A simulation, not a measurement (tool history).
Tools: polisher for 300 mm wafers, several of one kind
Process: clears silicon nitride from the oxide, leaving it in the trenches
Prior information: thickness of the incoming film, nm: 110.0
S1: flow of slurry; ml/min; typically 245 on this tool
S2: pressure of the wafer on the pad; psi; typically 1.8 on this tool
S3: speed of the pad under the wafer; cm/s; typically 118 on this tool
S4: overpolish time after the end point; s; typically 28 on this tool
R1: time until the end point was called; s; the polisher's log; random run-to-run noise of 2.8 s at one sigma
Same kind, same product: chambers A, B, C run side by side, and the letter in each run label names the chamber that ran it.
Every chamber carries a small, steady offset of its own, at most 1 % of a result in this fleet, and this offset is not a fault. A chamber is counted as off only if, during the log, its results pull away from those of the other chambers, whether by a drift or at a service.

run	hour	S1	S2	S3	S4	R1
# hour 5.3: chamber B: head pressure recalibrated
1B	10.9	245	1.8	118	28	187.40
2C	21.5	245	1.8	118	28	185.75
3A	30.2	245	1.8	118	28	191.44
4B	37.0	245	1.8	118	28	189.12
5A	46.7	245	1.8	118	28	194.52
# hour 47.9: chamber A: slurry nozzle cleaned
6C	53.2	245	1.8	118	28	189.16
7C	62.7	245	1.8	118	28	187.25
8A	72.4	245	1.8	118	28	186.87
9B	84.8	245	1.8	118	28	189.91
10C	97.0	245	1.8	118	28	189.68
11A	105.7	245	1.8	118	28	191.91
# hour 116.1: chamber C: head pressure recalibrated
12B	118.5	245	1.8	118	28	189.43
13C	128.6	245	1.8	118	28	189.80
14B	136.0	245	1.8	118	28	195.37
15A	142.8	245	1.8	118	28	191.29
# hour 143.7: chamber C: worn pad replaced by a new one
# hour 146.3: chamber B: worn pad replaced by a new one
16B	149.1	245	1.8	118	28	189.37
# hour 150.5: chamber A: worn pad replaced by a new one
17A	155.3	245	1.8	118	28	191.83
18C	162.5	245	1.8	118	28	187.38
19C	170.9	245	1.8	118	28	182.72
20B	181.4	245	1.8	118	28	189.21
21A	189.0	245	1.8	118	28	191.87
22C	198.6	245	1.8	118	28	189.43
23B	204.5	245	1.5	150	28	177.67
24A	215.5	245	1.5	150	28	179.75
25C	225.4	245	1.5	150	28	176.30
26B	236.8	245	1.8	118	28	191.02
27A	246.5	245	1.8	118	28	186.89
28A	258.6	245	1.8	118	28	190.27
29C	270.7	245	1.8	118	28	190.09
30B	280.5	245	1.8	118	28	191.77
31A	286.5	245	1.8	118	28	192.66
32B	293.2	245	1.8	118	28	191.38

Next, all 3 chambers run the settings below, one line each with question marks for the results. What does each chamber give?
33A	302.5	215	1.8	118	28	?
33B	302.5	215	1.8	118	28	?
33C	302.5	215	1.8	118	28	?

run	R1
33A	189.83
33B	194.49
33C	193.29
